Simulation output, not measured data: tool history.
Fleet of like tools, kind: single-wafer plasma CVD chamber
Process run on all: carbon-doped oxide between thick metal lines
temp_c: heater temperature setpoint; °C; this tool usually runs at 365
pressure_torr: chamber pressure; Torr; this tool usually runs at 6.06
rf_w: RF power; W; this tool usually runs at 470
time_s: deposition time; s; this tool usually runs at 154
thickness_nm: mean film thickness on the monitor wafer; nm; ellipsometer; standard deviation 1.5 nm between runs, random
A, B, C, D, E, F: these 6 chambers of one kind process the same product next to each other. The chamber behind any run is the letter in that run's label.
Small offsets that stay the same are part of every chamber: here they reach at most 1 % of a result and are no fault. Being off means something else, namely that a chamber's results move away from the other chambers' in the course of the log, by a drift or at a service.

run     day  temp_c  pressure_torr  rf_w  time_s  hours since the last thermocouple change  hours since the last RF generator calibration  hours since the last manometer calibration  read-back reference wafer on the same gauge, thickness_nm  thickness_nm
 1E   0.529     365           6.06   470     154                                     367.9                                          457.5                                       382.2                                                     603.97        733.82
 2A   0.929     365           6.06   470     154                                     961.0                                          856.7                                      1376.5                                                     603.98        734.11
 3B   1.492     365           6.06   470     154                                    1352.7                                          199.5                                       117.4                                                     604.11        743.16
      2.000  -- chamber C: RF generator calibrated
 4C   2.050     365           6.06   470     154                                     166.3                                            1.2                                      1495.4                                                     603.72        736.82
      2.546  -- chamber D: RF generator calibrated
 5D   2.583     365           6.06   470     154                                     768.9                                            0.9                                      1647.6                                                     603.70        745.16
 6F   3.071     365           6.06   470     154                                     710.4                                          250.3                                      1234.7                                                     603.99        740.40
 7B   3.433     377           6.06   540     154                                    1399.3                                          246.1                                       164.0                                                     603.99        796.13
      3.754  -- chamber A: capacitance manometer re-zeroed and calibrated
 8A   3.896     377           6.06   540     154                                    1032.2                                          927.9                                         3.5                                                     603.68        781.56
      4.129  -- chamber C: capacitance manometer re-zeroed and calibrated
 9F   4.233     377           6.06   540     154                                     738.3                                          278.2                                      1262.6                                                     604.19        790.15
10C   4.733     377           6.06   540     154                                     230.7                                           65.6                                        14.5                                                     604.01        787.48
11D   5.238     377           6.06   540     154                                     832.6                                           64.6                                      1711.3                                                     604.06        790.06
12E   5.875     377           6.06   540     154                                     496.2                                          585.8                                       510.5                                                     604.10        781.38
13F   6.254     365           7.54   470     154                                     786.8                                          326.7                                      1311.1                                                     604.09        754.23
14B   6.617     365           7.54   470     154                                    1475.7                                          322.5                                       240.4                                                     603.56        757.74
15A   7.225     365           7.54   470     154                                    1112.1                                         1007.8                                        83.4                                                     603.93        752.18
16C   7.800     365           7.54   470     154                                     304.3                                          139.2                                        88.1                                                     604.01        752.42
17D   8.404     365           7.54   470     154                                     908.6                                          140.6                                      1787.3                                                     604.29        759.19
18E   8.875     365           7.54   470     154                                     568.2                                          657.8                                       582.5                                                     604.15        750.56
19C   9.521     365           6.06   470     154                                     345.6                                          180.5                                       129.4                                                     604.02        736.83
20F  10.079     365           6.06   470     154                                     878.6                                          418.5                                      1402.9                                                     604.14        738.33
21E  10.704     365           6.06   395     154                                     612.1                                          701.7                                       626.4                                                     604.17        649.97
22A  11.075     365           6.06   395     154                                    1204.5                                         1100.2                                       175.8                                                     603.85        648.88
23B  11.700     365           6.06   395     154                                    1597.7                                          444.5                                       362.4                                                     603.98        659.05
24D  12.121     365           6.06   395     154                                     997.8                                          229.8                                      1876.5                                                     604.54        655.70
25A  12.604     365           6.06   395     154                                    1241.2                                         1136.9                                       212.5                                                     604.08        649.65
26F  13.017     365           6.06   395     154                                     949.1                                          489.0                                      1473.4                                                     604.08        650.89
27D  13.546     365           6.06   470     154                                    1032.0                                          264.0                                      1910.7                                                     603.73        743.64
28C  14.162     365           6.06   470     154                                     457.0                                          291.9                                       240.8                                                     603.67        735.49
29E  14.662     365           6.06   470     154                                     707.1                                          796.7                                       721.4                                                     604.13        735.33
     14.779  -- chamber D: capacitance manometer re-zeroed and calibrated
30B  15.083     365           5.02   470     184                                    1678.9                                          525.7                                       443.6                                                     604.20        869.65
31E  15.612     365           5.02   470     184                                     729.9                                          819.5                                       744.2                                                     603.70        856.38
32C  16.025     365           5.02   470     184                                     501.7                                          336.6                                       285.5                                                     604.29        858.23
33A  16.392     365           5.02   470     184                                    1332.1                                         1227.8                                       303.4                                                     603.93        859.71
34F  17.054     365           5.02   470     184                                    1046.0                                          585.9                                      1570.3                                                     603.83        859.91
35D  17.504     365           5.02   470     184                                    1127.0                                          359.0                                        65.4                                                     603.81        864.52
36B  17.846     365           6.06   470     154                                    1745.2                                          592.0                                       509.9                                                     604.16        742.93
     18.338  -- chamber F: capacitance manometer re-zeroed and calibrated
37F  18.346     365           6.06   470     154                                    1077.0                                          616.9                                         0.2                                                     603.83        738.60

One chamber off, gauge drift, or nothing amiss beyond the chambers' own small offsets? If it is a chamber, which one, and what is the likeliest cause?

All chambers stay in line apart from their small fixed offsets, and the gauge does not drift.
